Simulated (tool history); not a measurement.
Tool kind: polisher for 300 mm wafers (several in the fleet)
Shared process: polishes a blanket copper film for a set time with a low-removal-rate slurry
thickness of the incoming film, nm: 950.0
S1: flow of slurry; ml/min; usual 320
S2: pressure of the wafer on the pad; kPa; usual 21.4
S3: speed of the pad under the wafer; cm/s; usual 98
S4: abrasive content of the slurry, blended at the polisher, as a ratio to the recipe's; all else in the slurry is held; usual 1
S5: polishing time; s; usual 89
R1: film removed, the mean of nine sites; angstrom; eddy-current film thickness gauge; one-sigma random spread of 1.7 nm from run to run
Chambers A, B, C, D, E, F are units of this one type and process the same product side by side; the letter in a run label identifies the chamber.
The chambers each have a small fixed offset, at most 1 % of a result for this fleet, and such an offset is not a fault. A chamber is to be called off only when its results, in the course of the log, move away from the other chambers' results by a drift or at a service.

-- hour=1.8 chamber E: slurry blender recalibrated
-- hour=5.4 chamber E: worn pad replaced by a new one
run 1A hour=7.8 | S1=320 S2=21.4 S3=98 S4=1 S5=89 | R1=2678.9
run 2F hour=14.4 | S1=320 S2=21.4 S3=98 S4=1 S5=89 | R1=2685.9
-- hour=17.5 chamber A: worn pad replaced by a new one
-- hour=20.3 chamber E: slurry nozzle cleaned
run 3E hour=21.1 | S1=320 S2=21.4 S3=98 S4=1 S5=89 | R1=2712.6
run 4B hour=25.2 | S1=320 S2=21.4 S3=98 S4=1 S5=89 | R1=2666
run 5D hour=31.7 | S1=320 S2=21.4 S3=98 S4=1 S5=89 | R1=2689.3
-- hour=32.4 chamber A: slurry blender recalibrated
-- hour=36.5 chamber B: head pressure recalibrated
run 6C hour=38.3 | S1=320 S2=21.4 S3=98 S4=1 S5=89 | R1=2639
run 7C hour=43.3 | S1=320 S2=21.4 S3=98 S4=1 S5=89 | R1=2670.8
-- hour=45.1 chamber F: worn pad replaced by a new one
-- hour=46.7 chamber D: slurry blender recalibrated
run 8F hour=47.1 | S1=320 S2=21.4 S3=98 S4=1 S5=89 | R1=2723.6
run 9B hour=54.6 | S1=320 S2=21.4 S3=98 S4=1 S5=89 | R1=2668.3
-- hour=58.8 chamber C: slurry blender recalibrated
run 10A hour=60.5 | S1=320 S2=21.4 S3=98 S4=1 S5=89 | R1=2701.6
-- hour=61.7 chamber D: worn pad replaced by a new one
run 11D hour=64.7 | S1=320 S2=25.5 S3=98 S4=1 S5=104 | R1=3729.7
run 12E hour=69.4 | S1=320 S2=25.5 S3=98 S4=1 S5=104 | R1=3745.1
-- hour=70.4 chamber C: worn pad replaced by a new one
run 13D hour=74.5 | S1=320 S2=25.5 S3=98 S4=1 S5=104 | R1=3726
run 14C hour=78.8 | S1=320 S2=25.5 S3=98 S4=1 S5=104 | R1=3706.9
-- hour=81.8 chamber E: worn pad replaced by a new one
run 15E hour=83.5 | S1=320 S2=25.5 S3=98 S4=1 S5=104 | R1=3730.2
run 16F hour=87.9 | S1=320 S2=25.5 S3=98 S4=1 S5=104 | R1=3729
run 17B hour=95.7 | S1=320 S2=21.4 S3=74 S4=1 S5=78 | R1=1795.2
run 18A hour=104.2 | S1=320 S2=21.4 S3=74 S4=1 S5=78 | R1=1766.7
-- hour=107 chamber F: worn pad replaced by a new one
run 19C hour=109.6 | S1=320 S2=21.4 S3=74 S4=1 S5=78 | R1=1758.9
run 20E hour=115.1 | S1=320 S2=21.4 S3=74 S4=1 S5=78 | R1=1797.4
-- hour=117.5 chamber B: worn pad replaced by a new one
run 21F hour=119 | S1=320 S2=21.4 S3=74 S4=1 S5=78 | R1=1769.6
run 22D hour=125.9 | S1=320 S2=21.4 S3=74 S4=1 S5=78 | R1=1768.4
run 23B hour=132.3 | S1=320 S2=21.4 S3=98 S4=1 S5=89 | R1=2733.2
-- hour=133.8 chamber A: worn pad replaced by a new one
run 24A hour=140.8 | S1=320 S2=21.4 S3=98 S4=1 S5=89 | R1=2701.8
-- hour=147.8 chamber E: worn pad replaced by a new one
run 25F hour=148.4 | S1=320 S2=21.4 S3=98 S4=1 S5=89 | R1=2639.7
run 26D hour=155.2 | S1=320 S2=21.4 S3=98 S4=1 S5=89 | R1=2663.5
run 27A hour=161.4 | S1=320 S2=21.4 S3=98 S4=1 S5=89 | R1=2720.4
-- hour=162.4 chamber F: slurry blender recalibrated
run 28B hour=166.2 | S1=320 S2=21.4 S3=98 S4=1 S5=89 | R1=2697.1
-- hour=168.2 chamber D: worn pad replaced by a new one
-- hour=168.7 chamber F: worn pad replaced by a new one
run 29C hour=173.1 | S1=320 S2=21.4 S3=98 S4=1 S5=89 | R1=2666.6
run 30E hour=178.4 | S1=320 S2=21.4 S3=98 S4=1 S5=89 | R1=2653
run 31F hour=184.1 | S1=320 S2=21.4 S3=98 S4=1 S5=89 | R1=2675.3
run 32D hour=191.7 | S1=320 S2=21.4 S3=98 S4=1 S5=89 | R1=2674.4
run 33C hour=196.1 | S1=320 S2=21.4 S3=98 S4=1 S5=89 | R1=2648.7
run 34A hour=200.3 | S1=320 S2=21.4 S3=98 S4=1.25 S5=89 | R1=2829.9
run 35E hour=208.5 | S1=320 S2=21.4 S3=98 S4=1.25 S5=89 | R1=2813.6
-- hour=211.4 chamber C: worn pad replaced by a new one
run 36B hour=214.1 | S1=320 S2=21.4 S3=98 S4=1.25 S5=89 | R1=2811.3
run 37A hour=218.7 | S1=320 S2=21.4 S3=98 S4=1.25 S5=89 | R1=2829.7
run 38C hour=226.3 | S1=320 S2=21.4 S3=98 S4=1.25 S5=89 | R1=2785.7

Decide between three cases: one chamber stands off from its peers, the gauge reading all wafers drifts, or nothing is wrong past each chamber's small offset. Where a chamber is off, say which and what most likely put it there.

Neither any chamber nor the gauge drifts; the chambers differ only by their own small, steady offsets.
